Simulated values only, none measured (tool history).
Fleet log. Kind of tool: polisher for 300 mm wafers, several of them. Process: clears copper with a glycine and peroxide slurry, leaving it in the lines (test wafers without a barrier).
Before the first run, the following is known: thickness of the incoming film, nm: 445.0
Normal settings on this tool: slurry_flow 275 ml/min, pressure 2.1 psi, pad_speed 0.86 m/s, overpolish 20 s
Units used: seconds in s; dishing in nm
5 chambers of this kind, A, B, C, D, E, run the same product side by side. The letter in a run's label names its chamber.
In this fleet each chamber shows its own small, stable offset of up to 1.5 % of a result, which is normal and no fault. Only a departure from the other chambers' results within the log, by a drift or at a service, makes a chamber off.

| run | hour | slurry_flow | pressure | pad_speed | overpolish | wafers polished on this pad | hours since the slurry nozzle was cleaned | hours since the head pressure was calibrated | seconds | dishing |
|---|---|---|---|---|---|---|---|---|---|---|
| 1A | 4.7 | 275 | 2.1 | 0.86 | 20 | 888 | 329.5 | 67.7 | 104.170 | 53.067 |
| 2D | 9.6 | 275 | 2.1 | 0.86 | 20 | 992 | 154.6 | 91.0 | 104.130 | 53.917 |
|  | 14.3 | chamber E: slurry nozzle cleaned |
| 3C | 14.3 | 275 | 2.1 | 0.86 | 20 | 196 | 181.3 | 376.8 | 103.010 | 51.841 |
|  | 17.6 | chamber A: worn pad replaced by a new one |
| 4E | 18.6 | 275 | 2.1 | 0.86 | 20 | 1269 | 4.4 | 350.9 | 103.870 | 54.074 |
| 5B | 21.9 | 275 | 2.1 | 0.86 | 20 | 161 | 388.6 | 392.9 | 104.260 | 52.691 |
|  | 22.7 | chamber D: worn pad replaced by a new one |
| 6B | 24.1 | 275 | 2.1 | 0.86 | 20 | 172 | 390.8 | 395.1 | 103.130 | 52.717 |
| 7D | 26.7 | 275 | 2.1 | 0.86 | 20 | 20 | 171.7 | 108.1 | 104.560 | 53.883 |
|  | 27.5 | chamber E: worn pad replaced by a new one |
| 8A | 29.4 | 275 | 2.1 | 0.86 | 20 | 60 | 354.2 | 92.4 | 103.200 | 53.024 |
| 9E | 33.4 | 275 | 2.1 | 0.86 | 20 | 30 | 19.2 | 365.7 | 105.470 | 52.633 |
| 10C | 36.3 | 355 | 2.5 | 0.86 | 20 | 308 | 203.3 | 398.8 | 88.047 | 61.858 |
| 11E | 38.7 | 355 | 2.5 | 0.86 | 20 | 57 | 24.5 | 371.0 | 88.125 | 58.896 |
| 12D | 42.0 | 355 | 2.5 | 0.86 | 20 | 98 | 187.0 | 123.4 | 88.629 | 60.213 |
| 13A | 44.6 | 355 | 2.5 | 0.86 | 20 | 137 | 369.4 | 107.6 | 87.593 | 61.622 |
| 14C | 48.2 | 355 | 2.5 | 0.86 | 20 | 368 | 215.2 | 410.7 | 88.445 | 60.236 |
|  | 50.2 | chamber E: head pressure recalibrated |
| 15B | 52.8 | 275 | 2.7 | 0.86 | 20 | 318 | 419.5 | 423.8 | 84.428 | 61.135 |
| 16C | 56.0 | 275 | 2.7 | 0.86 | 20 | 408 | 223.0 | 418.5 | 83.694 | 62.190 |
| 17A | 59.9 | 275 | 2.7 | 0.86 | 20 | 215 | 384.7 | 122.9 | 84.176 | 62.188 |
|  | 63.1 | chamber A: slurry nozzle cleaned |
| 18E | 63.7 | 275 | 2.7 | 0.86 | 20 | 184 | 49.5 | 13.6 | 86.110 | 61.964 |
| 19D | 66.0 | 275 | 2.7 | 0.86 | 20 | 220 | 211.0 | 147.4 | 86.268 | 62.913 |
| 20B | 68.4 | 275 | 2.1 | 0.86 | 20 | 397 | 435.1 | 439.4 | 103.920 | 53.555 |
| 21B | 71.6 | 275 | 2.1 | 0.86 | 20 | 414 | 438.3 | 442.6 | 103.070 | 52.479 |
| 22D | 74.8 | 275 | 2.1 | 0.86 | 20 | 264 | 219.8 | 156.2 | 104.590 | 53.940 |
| 23C | 79.5 | 275 | 2.1 | 0.86 | 20 | 528 | 246.5 | 442.0 | 102.100 | 54.432 |
| 24E | 83.2 | 275 | 2.1 | 0.86 | 20 | 283 | 69.0 | 33.1 | 104.030 | 53.119 |
| 25A | 88.0 | 275 | 2.1 | 0.86 | 20 | 358 | 25.0 | 151.0 | 103.780 | 52.371 |
| 26D | 91.3 | 275 | 2.1 | 0.86 | 20 | 348 | 236.3 | 172.7 | 105.830 | 52.895 |
| 27A | 95.6 | 275 | 2.1 | 0.86 | 20 | 396 | 32.6 | 158.6 | 103.780 | 54.347 |
| 28E | 99.1 | 275 | 2.1 | 0.86 | 20 | 364 | 84.9 | 49.0 | 105.450 | 51.759 |
| 29B | 103.4 | 305 | 2.1 | 0.86 | 26 | 575 | 470.1 | 474.4 | 102.380 | 65.593 |
| 30C | 106.8 | 305 | 2.1 | 0.86 | 26 | 666 | 273.8 | 469.3 | 99.436 | 67.569 |
| 31E | 110.8 | 305 | 2.1 | 0.86 | 26 | 423 | 96.6 | 60.7 | 102.970 | 64.034 |
| 32A | 113.5 | 305 | 2.1 | 0.86 | 26 | 487 | 50.5 | 176.5 | 102.340 | 64.565 |
| 33C | 118.0 | 305 | 2.1 | 0.86 | 26 | 723 | 285.0 | 480.5 | 97.693 | 67.066 |
| 34D | 121.2 | 275 | 2.1 | 0.86 | 20 | 500 | 266.2 | 202.6 | 103.790 | 53.785 |
| 35B | 126.1 | 275 | 2.1 | 0.86 | 20 | 691 | 492.8 | 497.1 | 103.450 | 53.036 |
| 36B | 129.0 | 275 | 2.1 | 0.86 | 20 | 705 | 495.7 | 500.0 | 106.130 | 53.145 |
| 37A | 132.3 | 275 | 2.1 | 0.86 | 11 | 583 | 69.3 | 195.3 | 101.780 | 33.356 |
| 38D | 135.0 | 275 | 2.1 | 0.86 | 11 | 570 | 280.0 | 216.4 | 104.270 | 32.952 |
| 39C | 138.5 | 275 | 2.1 | 0.86 | 11 | 828 | 305.5 | 501.0 | 98.144 | 33.511 |
| 40E | 143.2 | 275 | 2.1 | 0.86 | 11 | 588 | 129.0 | 93.1 | 104.130 | 32.909 |
| 41D | 148.2 | 275 | 2.1 | 0.86 | 11 | 638 | 293.2 | 229.6 | 104.830 | 32.588 |
| 42B | 151.7 | 275 | 2.1 | 0.86 | 20 | 821 | 518.4 | 522.7 | 104.740 | 53.483 |
| 43C | 155.9 | 275 | 2.1 | 0.86 | 20 | 916 | 322.9 | 518.4 | 96.403 | 55.199 |

Is one chamber out of step, is the gauge drifting, or do the chambers differ by no more than their own small offsets? For an off chamber, give its letter and the likeliest cause.

Chamber C drifts away from the others.
Likeliest cause: head's pressure above its setpoint, % = 7.85.

Which of the 4 candidates below, each the usual settings with something changed and its results left as question marks, puts chamber C back in line with what the other chambers give on the usual settings?
A result is in line if it is within this distance of the other chambers' mean on the usual settings: seconds 3.000 s; dishing 2.300 nm
| 44C-1 | 159.6 | 280 | 2.3 | 0.92 | 20 |  |  |  | ? | ? |
| 44C-2 | 159.6 | 270 | 1.9 | 0.80 | 20 |  |  |  | ? | ? |
| 44C-3 | 159.6 | 275 | 2.0 | 0.82 | 20 |  |  |  | ? | ? |
| 44C-4 | 159.6 | 275 | 2.2 | 0.90 | 20 |  |  |  | ? | ? |

On the usual settings, the other chambers give on average: seconds 103.920 s; dishing 53.183 nm
| run | seconds | dishing |
|---|---|---|
| 44C-1 | 85.802 | 61.253 |
| 44C-2 | 110.970 | 50.192 |
| 44C-3 | 104.670 | 52.606 |
| 44C-4 | 90.594 | 58.743 |
44C-3 puts the chamber back in line with the other chambers.

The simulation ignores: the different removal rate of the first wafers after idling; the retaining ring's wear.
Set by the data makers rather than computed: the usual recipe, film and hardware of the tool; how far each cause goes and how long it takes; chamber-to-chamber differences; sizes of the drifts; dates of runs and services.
